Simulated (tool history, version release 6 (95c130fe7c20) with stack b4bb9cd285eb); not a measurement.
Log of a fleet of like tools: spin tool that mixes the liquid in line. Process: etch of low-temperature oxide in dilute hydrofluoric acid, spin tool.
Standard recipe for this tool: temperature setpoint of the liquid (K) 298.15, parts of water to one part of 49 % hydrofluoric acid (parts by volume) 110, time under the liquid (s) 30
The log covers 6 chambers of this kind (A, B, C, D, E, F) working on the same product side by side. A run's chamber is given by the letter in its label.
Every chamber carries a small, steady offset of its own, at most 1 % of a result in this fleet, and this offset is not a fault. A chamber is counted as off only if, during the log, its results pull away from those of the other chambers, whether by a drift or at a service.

run,day,temperature setpoint of the liquid (K),parts of water to one part of 49 % hydrofluoric acid (parts by volume),time under the liquid (s),"read-back film thickness of the low-temperature oxide reference wafer, read on the same gauge (nm)",thickness taken off the low-temperature oxide on a monitor wafer (angstrom)
1B,0.408,298.15,110,30,110.02,99.080
2D,1.046,298.15,110,30,110.01,98.520
3C,1.554,298.15,110,30,110.01,99.310
4F,1.988,298.15,110,30,110.00,97.854
5E,2.475,298.15,110,30,109.99,98.305
# day 2.567: chamber C: hydrofluoric acid flow meter replaced
6A,3.092,298.15,110,30,109.99,99.331
7B,3.592,298.15,110,30,109.99,98.931
8F,4.138,298.15,110,30,110.00,99.125
9D,4.458,298.15,110,30,110.01,98.027
10A,4.762,298.15,110,30,109.97,99.041
11E,5.308,298.15,110,30,110.00,99.275
# day 5.696: chamber A: thermometer replaced
12C,5.950,298.15,110,30,110.03,98.933
13B,6.379,298.15,110,30,110.01,99.932
14A,6.888,298.15,110,30,109.97,99.016
15E,7.408,298.15,110,30,110.02,97.763
16D,7.821,298.15,110,30,109.99,96.817
17C,8.150,298.15,110,30,110.04,98.873
18F,8.688,298.15,110,30,109.99,97.759
19A,9.183,298.15,110,30,109.97,99.033
20E,9.750,298.15,80,40,110.02,187.830
21C,10.300,298.15,80,40,110.04,189.060
22B,10.921,298.15,80,40,109.98,188.610
# day 11.433: chamber F: thermometer replaced
23F,11.454,298.15,80,40,110.03,189.750
24D,11.796,298.15,80,40,110.01,184.120
25A,12.242,298.15,80,40,110.03,188.800
26E,12.738,298.15,110,30,110.00,97.850
27D,13.329,298.15,110,30,109.97,94.794
28F,13.633,298.15,110,30,110.01,98.492
29B,14.258,298.15,110,30,109.97,99.109
30C,14.650,298.15,110,30,110.00,99.341
31D,15.021,298.15,110,30,110.01,96.044
32C,15.579,298.15,110,30,109.98,98.511
33F,15.875,298.15,110,30,110.00,99.277
# day 15.912: chamber B: hydrofluoric acid flow meter replaced
34A,16.371,298.15,110,30,109.99,98.770
35B,16.725,298.15,110,30,109.99,98.729
36E,17.071,295.65,110,50,109.99,149.010
37C,17.625,295.65,110,50,109.99,149.050
38D,18.083,295.65,110,50,110.03,142.120
39A,18.688,295.65,110,50,110.01,149.800
40E,19.200,295.65,110,50,110.01,149.750
41F,19.525,295.65,110,50,110.02,149.070

What goes on in this fleet: one chamber off, a drifting gauge, or nothing beyond the chambers' own small offsets? Name the chamber and the cause, if any.

Chamber D drifts away from the others.
Cause: hydrofluoric acid flow below the setpoint (%) = 3.86.
From this log alone, it may not be told apart from: liquid colder than its thermometer reads (K).

Here are 4 candidates for chamber D's next run, each the usual settings with a change, their results left as question marks. Which one brings its results back in line with what the others give on the usual settings?
In line means no further than this from the other chambers' mean on the usual settings: thickness taken off the low-temperature oxide on a monitor wafer (angstrom) 1.700
42D-1,20.008,298.65,110,30,,?
42D-2,20.008,297.65,110,30,,?
42D-3,20.008,296.65,110,30,,?
42D-4,20.008,298.15,105,30,,?

The mean the other chambers reach with the usual settings: thickness taken off the low-temperature oxide on a monitor wafer (angstrom) 98.810
run,thickness taken off the low-temperature oxide on a monitor wafer (angstrom)
42D-1,95.211
42D-2,91.651
42D-3,88.159
42D-4,98.525
Change 42D-4 lands the chamber within the allowed miss of the other chambers.
